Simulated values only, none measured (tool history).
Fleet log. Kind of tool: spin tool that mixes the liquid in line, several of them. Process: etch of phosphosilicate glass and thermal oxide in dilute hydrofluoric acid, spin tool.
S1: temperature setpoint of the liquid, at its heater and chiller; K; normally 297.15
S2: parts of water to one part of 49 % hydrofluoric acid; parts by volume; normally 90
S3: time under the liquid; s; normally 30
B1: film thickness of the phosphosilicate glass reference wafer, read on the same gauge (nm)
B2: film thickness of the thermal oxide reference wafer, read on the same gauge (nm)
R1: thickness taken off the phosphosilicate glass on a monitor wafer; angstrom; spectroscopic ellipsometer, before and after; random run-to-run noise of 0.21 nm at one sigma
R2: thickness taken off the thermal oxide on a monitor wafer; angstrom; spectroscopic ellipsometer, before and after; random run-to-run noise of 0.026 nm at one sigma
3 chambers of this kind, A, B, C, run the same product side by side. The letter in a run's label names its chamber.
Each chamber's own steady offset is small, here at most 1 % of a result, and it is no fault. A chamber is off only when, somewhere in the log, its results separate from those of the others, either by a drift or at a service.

| run | hour | S1 | S2 | S3 | B1 | B2 | R1 | R2 |
|---|---|---|---|---|---|---|---|---|
| 1C | 9.3 | 297.15 | 90 | 30 | 110.00 | 140.00 | 515.23 | 16.625 |
| 2A | 19.7 | 297.15 | 90 | 30 | 110.00 | 139.98 | 511.43 | 16.330 |
| 3B | 32.4 | 297.15 | 90 | 30 | 109.98 | 139.98 | 510.26 | 16.348 |
| 4B | 45.4 | 297.15 | 90 | 30 | 110.01 | 140.00 | 515.35 | 16.694 |
| 5C | 56.9 | 297.15 | 90 | 30 | 110.01 | 139.98 | 514.70 | 16.135 |
| 6A | 70.3 | 297.15 | 90 | 30 | 110.01 | 140.01 | 510.52 | 16.769 |
| 7B | 82.6 | 297.15 | 90 | 30 | 110.00 | 139.97 | 509.98 | 15.791 |
| 8A | 93.4 | 297.15 | 50 | 45 | 110.04 | 140.02 | 1469.40 | 46.731 |
|  | 98.2 | chamber A: thermometer replaced |
| 9C | 104.7 | 297.15 | 50 | 45 | 110.02 | 139.98 | 1466.30 | 46.042 |
| 10A | 114.0 | 297.15 | 50 | 45 | 109.98 | 139.99 | 1482.30 | 45.344 |
| 11C | 128.6 | 297.15 | 90 | 30 | 110.00 | 140.04 | 519.56 | 16.228 |
| 12B | 137.3 | 297.15 | 90 | 45 | 109.99 | 139.99 | 764.64 | 24.351 |
| 13C | 150.3 | 297.15 | 90 | 45 | 109.97 | 139.99 | 769.61 | 24.146 |
| 14B | 164.9 | 297.15 | 90 | 45 | 109.99 | 140.05 | 767.39 | 24.130 |
| 15A | 181.3 | 293.15 | 90 | 30 | 109.99 | 140.04 | 440.65 | 14.042 |
| 16C | 191.6 | 293.15 | 90 | 30 | 110.02 | 140.02 | 437.14 | 14.226 |
| 17B | 203.9 | 293.15 | 90 | 30 | 109.98 | 140.01 | 432.47 | 13.828 |
| 18A | 219.6 | 297.15 | 90 | 30 | 110.00 | 140.00 | 512.64 | 16.006 |
| 19B | 232.7 | 297.15 | 90 | 30 | 110.03 | 139.98 | 515.77 | 15.901 |
| 20C | 245.5 | 297.15 | 90 | 30 | 110.02 | 139.99 | 519.60 | 16.380 |
| 21A | 255.6 | 294.65 | 115 | 30 | 110.00 | 140.00 | 354.27 | 11.330 |
| 22B | 267.3 | 294.65 | 115 | 30 | 110.01 | 140.01 | 355.10 | 11.295 |
| 23A | 282.0 | 294.65 | 115 | 30 | 110.02 | 139.99 | 352.05 | 10.955 |
| 24C | 295.5 | 297.15 | 90 | 40 | 109.99 | 140.00 | 682.22 | 21.497 |
| 25C | 311.8 | 297.15 | 90 | 40 | 110.00 | 139.98 | 689.63 | 21.910 |
| 26B | 320.9 | 297.15 | 90 | 40 | 109.97 | 139.97 | 685.44 | 22.183 |
| 27A | 333.5 | 297.15 | 90 | 30 | 109.99 | 140.05 | 516.56 | 15.985 |
| 28C | 342.6 | 297.15 | 90 | 30 | 109.99 | 140.01 | 516.92 | 16.514 |
| 29A | 351.8 | 297.15 | 90 | 30 | 109.99 | 140.00 | 513.23 | 16.361 |
| 30B | 362.5 | 297.15 | 90 | 30 | 110.03 | 139.99 | 515.04 | 16.462 |
| 31B | 376.3 | 297.15 | 90 | 30 | 109.97 | 140.03 | 511.53 | 16.479 |
| 32A | 388.7 | 297.15 | 90 | 30 | 109.97 | 140.03 | 515.65 | 16.131 |
| 33C | 396.9 | 297.15 | 90 | 30 | 109.97 | 139.98 | 513.82 | 15.775 |
| 34A | 409.4 | 297.15 | 90 | 30 | 110.00 | 140.00 | 517.73 | 15.835 |
| 35B | 422.8 | 297.15 | 90 | 30 | 109.97 | 140.03 | 511.71 | 16.508 |
|  | 431.6 | chamber A: hydrofluoric acid flow meter replaced |
| 36C | 432.6 | 297.15 | 90 | 30 | 109.99 | 139.98 | 515.08 | 16.407 |
| 37C | 440.1 | 297.15 | 90 | 30 | 109.99 | 140.00 | 517.31 | 16.229 |
| 38A | 453.7 | 301.15 | 90 | 40 | 110.00 | 140.02 | 796.09 | 25.158 |
| 39B | 466.0 | 301.15 | 90 | 40 | 109.98 | 140.03 | 799.71 | 25.817 |
| 40C | 476.9 | 301.15 | 90 | 40 | 110.02 | 140.01 | 807.80 | 26.572 |

Next, every chamber runs the same settings. What will each give?
| 41A | 488.6 | 295.15 | 90 | 30 |  |  | ? | ? |
| 41B | 488.6 | 295.15 | 90 | 30 |  |  | ? | ? |
| 41C | 488.6 | 295.15 | 90 | 30 |  |  | ? | ? |

| run | R1 | R2 |
|---|---|---|
| 41A | 473.74 | 14.942 |
| 41B | 470.41 | 14.985 |
| 41C | 477.30 | 15.002 |
